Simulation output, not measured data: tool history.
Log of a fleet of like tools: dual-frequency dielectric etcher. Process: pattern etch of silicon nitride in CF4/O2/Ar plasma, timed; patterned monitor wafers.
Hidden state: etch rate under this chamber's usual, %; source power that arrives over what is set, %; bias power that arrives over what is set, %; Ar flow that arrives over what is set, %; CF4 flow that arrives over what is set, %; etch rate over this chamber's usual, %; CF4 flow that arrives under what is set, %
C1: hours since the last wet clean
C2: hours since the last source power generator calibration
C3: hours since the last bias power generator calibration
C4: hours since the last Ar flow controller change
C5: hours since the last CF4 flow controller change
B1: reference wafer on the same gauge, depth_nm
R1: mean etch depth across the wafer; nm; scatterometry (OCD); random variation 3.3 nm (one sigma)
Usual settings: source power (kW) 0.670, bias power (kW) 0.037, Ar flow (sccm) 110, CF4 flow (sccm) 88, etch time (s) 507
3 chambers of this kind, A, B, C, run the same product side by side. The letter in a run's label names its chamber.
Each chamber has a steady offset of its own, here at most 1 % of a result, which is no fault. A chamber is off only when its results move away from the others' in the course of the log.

run 1C day=0.504 | source_power_(kW)=0.670 bias_power_(kW)=0.037 Ar_flow_(sccm)=110 CF4_flow_(sccm)=88 etch_time_(s)=507 | C1=136.5 C2=2312.5 C3=2072.8 C4=4349.2 C5=174.1 | B1=1099.8 | R1=1071.0
run 2B day=1.004 | source_power_(kW)=0.670 bias_power_(kW)=0.037 Ar_flow_(sccm)=110 CF4_flow_(sccm)=88 etch_time_(s)=507 | C1=375.6 C2=1312.2 C3=2331.7 C4=2837.6 C5=648.2 | B1=1099.3 | R1=1078.1
run 3A day=1.304 | source_power_(kW)=0.670 bias_power_(kW)=0.037 Ar_flow_(sccm)=110 CF4_flow_(sccm)=88 etch_time_(s)=507 | C1=506.5 C2=1585.4 C3=3518.7 C4=4776.0 C5=3173.3 | B1=1099.4 | R1=1084.9
run 4A day=1.617 | source_power_(kW)=0.670 bias_power_(kW)=0.037 Ar_flow_(sccm)=110 CF4_flow_(sccm)=88 etch_time_(s)=507 | C1=514.0 C2=1592.9 C3=3526.2 C4=4783.5 C5=3180.8 | B1=1099.8 | R1=1084.9
-- day=2.108 chamber B: wet clean of the chamber
run 5B day=2.217 | source_power_(kW)=0.670 bias_power_(kW)=0.037 Ar_flow_(sccm)=110 CF4_flow_(sccm)=88 etch_time_(s)=507 | C1=2.6 C2=1341.3 C3=2360.8 C4=2866.7 C5=677.3 | B1=1099.7 | R1=1079.4
run 6C day=2.812 | source_power_(kW)=0.670 bias_power_(kW)=0.037 Ar_flow_(sccm)=110 CF4_flow_(sccm)=88 etch_time_(s)=507 | C1=191.9 C2=2367.9 C3=2128.2 C4=4404.6 C5=229.5 | B1=1099.9 | R1=1072.2
run 7C day=3.412 | source_power_(kW)=0.670 bias_power_(kW)=0.037 Ar_flow_(sccm)=110 CF4_flow_(sccm)=88 etch_time_(s)=507 | C1=206.3 C2=2382.3 C3=2142.6 C4=4419.0 C5=243.9 | B1=1099.3 | R1=1070.6
run 8B day=3.838 | source_power_(kW)=0.670 bias_power_(kW)=0.037 Ar_flow_(sccm)=110 CF4_flow_(sccm)=88 etch_time_(s)=507 | C1=41.5 C2=1380.2 C3=2399.7 C4=2905.6 C5=716.2 | B1=1100.1 | R1=1069.6
run 9A day=4.492 | source_power_(kW)=0.670 bias_power_(kW)=0.037 Ar_flow_(sccm)=110 CF4_flow_(sccm)=88 etch_time_(s)=507 | C1=583.0 C2=1661.9 C3=3595.2 C4=4852.5 C5=3249.8 | B1=1099.6 | R1=1083.5
-- day=4.767 chamber C: bias power generator calibrated
-- day=4.892 chamber C: source power generator calibrated
-- day=4.979 chamber A: wet clean of the chamber
run 10A day=4.979 | source_power_(kW)=0.670 bias_power_(kW)=0.037 Ar_flow_(sccm)=110 CF4_flow_(sccm)=88 etch_time_(s)=507 | C1=0.0 C2=1673.6 C3=3606.9 C4=4864.2 C5=3261.5 | B1=1099.4 | R1=1086.3
run 11C day=5.388 | source_power_(kW)=0.670 bias_power_(kW)=0.037 Ar_flow_(sccm)=110 CF4_flow_(sccm)=88 etch_time_(s)=507 | C1=253.7 C2=11.9 C3=14.9 C4=4466.4 C5=291.3 | B1=1100.0 | R1=1072.8
run 12B day=5.779 | source_power_(kW)=0.670 bias_power_(kW)=0.037 Ar_flow_(sccm)=110 CF4_flow_(sccm)=88 etch_time_(s)=507 | C1=88.1 C2=1426.8 C3=2446.3 C4=2952.2 C5=762.8 | B1=1100.5 | R1=1080.2
run 13B day=6.458 | source_power_(kW)=0.670 bias_power_(kW)=0.037 Ar_flow_(sccm)=110 CF4_flow_(sccm)=88 etch_time_(s)=507 | C1=104.4 C2=1443.1 C3=2462.6 C4=2968.5 C5=779.1 | B1=1099.1 | R1=1070.9
-- day=6.567 chamber B: source power generator calibrated
run 14C day=7.008 | source_power_(kW)=0.670 bias_power_(kW)=0.032 Ar_flow_(sccm)=83 CF4_flow_(sccm)=88 etch_time_(s)=507 | C1=292.6 C2=50.8 C3=53.8 C4=4505.3 C5=330.2 | B1=1099.9 | R1=1071.6
run 15A day=7.517 | source_power_(kW)=0.670 bias_power_(kW)=0.032 Ar_flow_(sccm)=83 CF4_flow_(sccm)=88 etch_time_(s)=507 | C1=60.9 C2=1734.5 C3=3667.8 C4=4925.1 C5=3322.4 | B1=1099.8 | R1=1079.3
run 16A day=8.029 | source_power_(kW)=0.670 bias_power_(kW)=0.032 Ar_flow_(sccm)=83 CF4_flow_(sccm)=88 etch_time_(s)=507 | C1=73.2 C2=1746.8 C3=3680.1 C4=4937.4 C5=3334.7 | B1=1100.0 | R1=1081.2
run 17C day=8.404 | source_power_(kW)=0.670 bias_power_(kW)=0.037 Ar_flow_(sccm)=110 CF4_flow_(sccm)=88 etch_time_(s)=507 | C1=326.1 C2=84.3 C3=87.3 C4=4538.8 C5=363.7 | B1=1101.5 | R1=1074.2
run 18B day=8.892 | source_power_(kW)=0.670 bias_power_(kW)=0.037 Ar_flow_(sccm)=110 CF4_flow_(sccm)=88 etch_time_(s)=507 | C1=162.8 C2=55.9 C3=2521.0 C4=3026.9 C5=837.5 | B1=1100.2 | R1=1076.5
run 19A day=9.192 | source_power_(kW)=0.670 bias_power_(kW)=0.037 Ar_flow_(sccm)=110 CF4_flow_(sccm)=88 etch_time_(s)=507 | C1=101.1 C2=1774.7 C3=3708.0 C4=4965.3 C5=3362.6 | B1=1099.9 | R1=1088.3
run 20B day=9.767 | source_power_(kW)=0.670 bias_power_(kW)=0.037 Ar_flow_(sccm)=110 CF4_flow_(sccm)=88 etch_time_(s)=507 | C1=183.8 C2=76.9 C3=2542.0 C4=3047.9 C5=858.5 | B1=1099.7 | R1=1076.9
run 21C day=10.400 | source_power_(kW)=0.670 bias_power_(kW)=0.037 Ar_flow_(sccm)=110 CF4_flow_(sccm)=88 etch_time_(s)=507 | C1=374.0 C2=132.2 C3=135.2 C4=4586.7 C5=411.6 | B1=1099.6 | R1=1071.0
run 22B day=10.904 | source_power_(kW)=0.740 bias_power_(kW)=0.037 Ar_flow_(sccm)=110 CF4_flow_(sccm)=88 etch_time_(s)=507 | C1=211.1 C2=104.2 C3=2569.3 C4=3075.2 C5=885.8 | B1=1099.1 | R1=1174.0
run 23A day=11.550 | source_power_(kW)=0.740 bias_power_(kW)=0.037 Ar_flow_(sccm)=110 CF4_flow_(sccm)=88 etch_time_(s)=507 | C1=157.7 C2=1831.3 C3=3764.6 C4=5021.9 C5=3419.2 | B1=1100.7 | R1=1203.3
run 24C day=12.112 | source_power_(kW)=0.740 bias_power_(kW)=0.037 Ar_flow_(sccm)=110 CF4_flow_(sccm)=88 etch_time_(s)=507 | C1=415.1 C2=173.3 C3=176.3 C4=4627.8 C5=452.7 | B1=1099.4 | R1=1172.4
run 25A day=12.783 | source_power_(kW)=0.670 bias_power_(kW)=0.037 Ar_flow_(sccm)=110 CF4_flow_(sccm)=88 etch_time_(s)=507 | C1=187.3 C2=1860.9 C3=3794.2 C4=5051.5 C5=3448.8 | B1=1100.2 | R1=1096.3
run 26B day=13.321 | source_power_(kW)=0.670 bias_power_(kW)=0.037 Ar_flow_(sccm)=110 CF4_flow_(sccm)=88 etch_time_(s)=507 | C1=269.1 C2=162.2 C3=2627.3 C4=3133.2 C5=943.8 | B1=1100.0 | R1=1075.2
run 27C day=13.738 | source_power_(kW)=0.670 bias_power_(kW)=0.037 Ar_flow_(sccm)=110 CF4_flow_(sccm)=88 etch_time_(s)=507 | C1=454.1 C2=212.3 C3=215.3 C4=4666.8 C5=491.7 | B1=1100.4 | R1=1073.2
run 28C day=14.188 | source_power_(kW)=0.670 bias_power_(kW)=0.037 Ar_flow_(sccm)=110 CF4_flow_(sccm)=88 etch_time_(s)=507 | C1=464.9 C2=223.1 C3=226.1 C4=4677.6 C5=502.5 | B1=1099.9 | R1=1076.1
run 29A day=14.854 | source_power_(kW)=0.670 bias_power_(kW)=0.037 Ar_flow_(sccm)=110 CF4_flow_(sccm)=88 etch_time_(s)=507 | C1=237.0 C2=1910.6 C3=3843.9 C4=5101.2 C5=3498.5 | B1=1099.9 | R1=1109.4
run 30B day=15.246 | source_power_(kW)=0.670 bias_power_(kW)=0.037 Ar_flow_(sccm)=89 CF4_flow_(sccm)=88 etch_time_(s)=507 | C1=315.3 C2=208.4 C3=2673.5 C4=3179.4 C5=990.0 | B1=1100.5 | R1=1109.3
run 31C day=15.779 | source_power_(kW)=0.670 bias_power_(kW)=0.037 Ar_flow_(sccm)=89 CF4_flow_(sccm)=88 etch_time_(s)=507 | C1=503.1 C2=261.3 C3=264.3 C4=4715.8 C5=540.7 | B1=1100.0 | R1=1102.9
run 32B day=16.108 | source_power_(kW)=0.670 bias_power_(kW)=0.037 Ar_flow_(sccm)=89 CF4_flow_(sccm)=88 etch_time_(s)=507 | C1=336.0 C2=229.1 C3=2694.2 C4=3200.1 C5=1010.7 | B1=1099.5 | R1=1117.6
run 33A day=16.596 | source_power_(kW)=0.670 bias_power_(kW)=0.037 Ar_flow_(sccm)=110 CF4_flow_(sccm)=88 etch_time_(s)=507 | C1=278.8 C2=1952.4 C3=3885.7 C4=5143.0 C5=3540.3 | B1=1099.4 | R1=1105.9
-- day=17.112 chamber C: wet clean of the chamber
run 34A day=17.183 | source_power_(kW)=0.670 bias_power_(kW)=0.037 Ar_flow_(sccm)=110 CF4_flow_(sccm)=88 etch_time_(s)=507 | C1=292.9 C2=1966.5 C3=3899.8 C4=5157.1 C5=3554.4 | B1=1100.3 | R1=1115.5
-- day=17.242 chamber B: wet clean of the chamber
run 35B day=17.512 | source_power_(kW)=0.670 bias_power_(kW)=0.037 Ar_flow_(sccm)=110 CF4_flow_(sccm)=88 etch_time_(s)=507 | C1=6.5 C2=262.8 C3=2727.9 C4=3233.8 C5=1044.4 | B1=1099.6 | R1=1080.1
run 36C day=18.200 | source_power_(kW)=0.670 bias_power_(kW)=0.037 Ar_flow_(sccm)=110 CF4_flow_(sccm)=88 etch_time_(s)=507 | C1=26.1 C2=319.4 C3=322.4 C4=4773.9 C5=598.8 | B1=1100.4 | R1=1069.0
run 37A day=18.600 | source_power_(kW)=0.670 bias_power_(kW)=0.037 Ar_flow_(sccm)=110 CF4_flow_(sccm)=88 etch_time_(s)=507 | C1=326.9 C2=2000.5 C3=3933.8 C4=5191.1 C5=3588.4 | B1=1100.8 | R1=1119.3
run 38C day=19.150 | source_power_(kW)=0.670 bias_power_(kW)=0.041 Ar_flow_(sccm)=110 CF4_flow_(sccm)=88 etch_time_(s)=507 | C1=48.9 C2=342.2 C3=345.2 C4=4796.7 C5=621.6 | B1=1100.4 | R1=1111.6
run 39B day=19.617 | source_power_(kW)=0.670 bias_power_(kW)=0.041 Ar_flow_(sccm)=110 CF4_flow_(sccm)=88 etch_time_(s)=507 | C1=57.0 C2=313.3 C3=2778.4 C4=3284.3 C5=1094.9 | B1=1100.6 | R1=1119.5
run 40A day=20.167 | source_power_(kW)=0.670 bias_power_(kW)=0.041 Ar_flow_(sccm)=110 CF4_flow_(sccm)=88 etch_time_(s)=507 | C1=364.5 C2=2038.1 C3=3971.4 C4=5228.7 C5=3626.0 | B1=1099.6 | R1=1163.8
run 41C day=20.750 | source_power_(kW)=0.670 bias_power_(kW)=0.037 Ar_flow_(sccm)=110 CF4_flow_(sccm)=88 etch_time_(s)=507 | C1=87.3 C2=380.6 C3=383.6 C4=4835.1 C5=660.0 | B1=1100.1 | R1=1074.0
run 42B day=21.317 | source_power_(kW)=0.670 bias_power_(kW)=0.037 Ar_flow_(sccm)=110 CF4_flow_(sccm)=88 etch_time_(s)=507 | C1=97.8 C2=354.1 C3=2819.2 C4=3325.1 C5=1135.7 | B1=1100.2 | R1=1075.6
run 43C day=21.692 | source_power_(kW)=0.670 bias_power_(kW)=0.040 Ar_flow_(sccm)=110 CF4_flow_(sccm)=88 etch_time_(s)=507 | C1=109.9 C2=403.2 C3=406.2 C4=4857.7 C5=682.6 | B1=1100.2 | R1=1103.8

What goes on in this fleet: one chamber off, a drifting gauge, or nothing beyond the chambers' own small offsets? Name the chamber and the cause, if any.

Chamber A drifts away from the others.
Cause: source power that arrives over what is set, % = 4.89.
The log may not tell that from: etch rate over this chamber's usual, %.

Here are 4 candidates for chamber A's next run, each the usual settings with a change, their results left as question marks. Which one brings its results back in line with what the others give on the usual settings?
In line means no further than this from the other chambers' mean on the usual settings: R1 12.0 nm
run 44A-1 day=22.188 | source_power_(kW)=0.660 bias_power_(kW)=0.037 Ar_flow_(sccm)=110 CF4_flow_(sccm)=88 etch_time_(s)=490.5 | R1=?
run 44A-2 day=22.188 | source_power_(kW)=0.600 bias_power_(kW)=0.037 Ar_flow_(sccm)=110 CF4_flow_(sccm)=88 etch_time_(s)=507.0 | R1=?
run 44A-3 day=22.188 | source_power_(kW)=0.690 bias_power_(kW)=0.038 Ar_flow_(sccm)=109 CF4_flow_(sccm)=89 etch_time_(s)=537.5 | R1=?
run 44A-4 day=22.188 | source_power_(kW)=0.680 bias_power_(kW)=0.037 Ar_flow_(sccm)=110 CF4_flow_(sccm)=88 etch_time_(s)=524.5 | R1=?

The other chambers' mean on the usual settings: R1 1076.3 nm
run=44A-1 R1=1078.7
run=44A-2 R1=1026.9
run=44A-3 R1=1244.0
run=44A-4 R1=1183.6
44A-1 brings the chamber back in line.
